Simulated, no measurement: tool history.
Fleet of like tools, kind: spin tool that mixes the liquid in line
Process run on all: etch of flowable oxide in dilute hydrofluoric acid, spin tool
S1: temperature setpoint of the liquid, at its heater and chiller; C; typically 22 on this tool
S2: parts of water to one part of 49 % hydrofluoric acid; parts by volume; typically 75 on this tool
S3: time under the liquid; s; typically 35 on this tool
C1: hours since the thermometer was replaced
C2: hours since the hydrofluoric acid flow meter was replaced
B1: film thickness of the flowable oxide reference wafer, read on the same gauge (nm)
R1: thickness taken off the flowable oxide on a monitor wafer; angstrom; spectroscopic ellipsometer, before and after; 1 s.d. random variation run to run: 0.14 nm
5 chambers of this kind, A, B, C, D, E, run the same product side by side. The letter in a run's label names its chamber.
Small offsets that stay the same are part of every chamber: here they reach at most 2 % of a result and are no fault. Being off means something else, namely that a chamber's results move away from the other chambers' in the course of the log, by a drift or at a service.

run,hour,S1,S2,S3,C1,C2,B1,R1
1C,6.5,22,75,35,620.5,569.5,90.002,189.76
2A,14.4,22,75,35,623.3,769.2,90,193.61
3D,19.1,22,75,35,1566.8,251.2,90,189.45
4B,26.2,22,75,35,718.2,1160,90.007,191.86
5E,35.9,22,75,35,1475,1537.9,90.018,191.37
6C,43.2,22,75,35,657.2,606.2,90.009,191.89
7A,50.5,17.5,90,35,659.4,805.3,89.996,130.67
8E,56.4,17.5,90,35,1495.5,1558.4,89.986,130.61
9D,64.4,17.5,90,35,1612.1,296.5,89.976,127.85
10B,73.7,17.5,90,35,765.7,1207.5,89.997,130.4
11C,81.9,17.5,90,35,695.9,644.9,90.006,129
12A,88,22,75,35,696.9,842.8,90.025,190.79
13D,98.6,22,75,35,1646.3,330.7,90.016,189.5
14E,109.4,22,75,35,1548.5,1611.4,90,191.63
15B,119.7,22,75,30,811.7,1253.5,89.984,166.69
16B,128.2,22,75,30,820.2,1262,89.98,165.68
17A,133.7,22,75,30,742.6,888.5,89.995,161.81
18C,140.3,22,75,30,754.3,703.3,89.992,165.17
19D,147.5,22,75,30,1695.2,379.6,89.996,162.03
20E,156.6,22,75,35,1595.7,1658.6,89.982,190.77
21B,164.6,22,75,35,856.6,1298.4,90.009,191.33
22A,171,22,75,35,779.9,925.8,89.981,188.52
23C,179.4,22,75,35,793.4,742.4,89.988,189.06
24E,190.1,22,75,35,1629.2,1692.1,89.989,191.93
25D,199.5,22,75,35,1747.2,431.6,90.007,188.9
26E,208.3,22,75,35,1647.4,1710.3,90.008,190.62
27B,214.9,22,75,35,906.9,1348.7,90.018,193.21
# hour 218.1: chamber B: hydrofluoric acid flow meter replaced
28A,225.3,22,75,35,834.2,980.1,89.999,184.37
# hour 227.5: chamber D: hydrofluoric acid flow meter replaced
29D,233.3,22,75,35,1781,5.9,90.013,190.06
30C,244,22,75,35,858,807,89.983,189.97
31B,250.8,22,75,35,942.8,32.8,90.01,195.26
32A,257.3,22,75,35,866.2,1012.1,90.009,180.92
33C,263.9,22,75,35,877.9,826.9,90.011,193.03
34D,270.2,22,75,35,1817.9,42.8,89.981,189.02
35E,279.7,22,75,35,1718.8,1781.7,90.001,190.19
36B,289.2,22,75,35,981.2,71.2,90,193.59
# hour 294.2: chamber D: thermometer replaced
37A,299.9,22,75,35,908.8,1054.7,89.991,179.48
38D,305.8,27,90,35,11.7,78.4,90.008,186.61
39E,311.6,27,90,35,1750.7,1813.6,90.002,189.97
40C,320,27,90,35,934,883,90,190.03

For the next run the whole fleet of 5 chambers uses the same settings. Give each chamber's results:
41A,327.8,22,75,35,,,,?
41B,327.8,22,75,35,,,,?
41C,327.8,22,75,35,,,,?
41D,327.8,22,75,35,,,,?
41E,327.8,22,75,35,,,,?

run,R1
41A,176.93
41B,191.28
41C,193.89
41D,189.18
41E,192.45

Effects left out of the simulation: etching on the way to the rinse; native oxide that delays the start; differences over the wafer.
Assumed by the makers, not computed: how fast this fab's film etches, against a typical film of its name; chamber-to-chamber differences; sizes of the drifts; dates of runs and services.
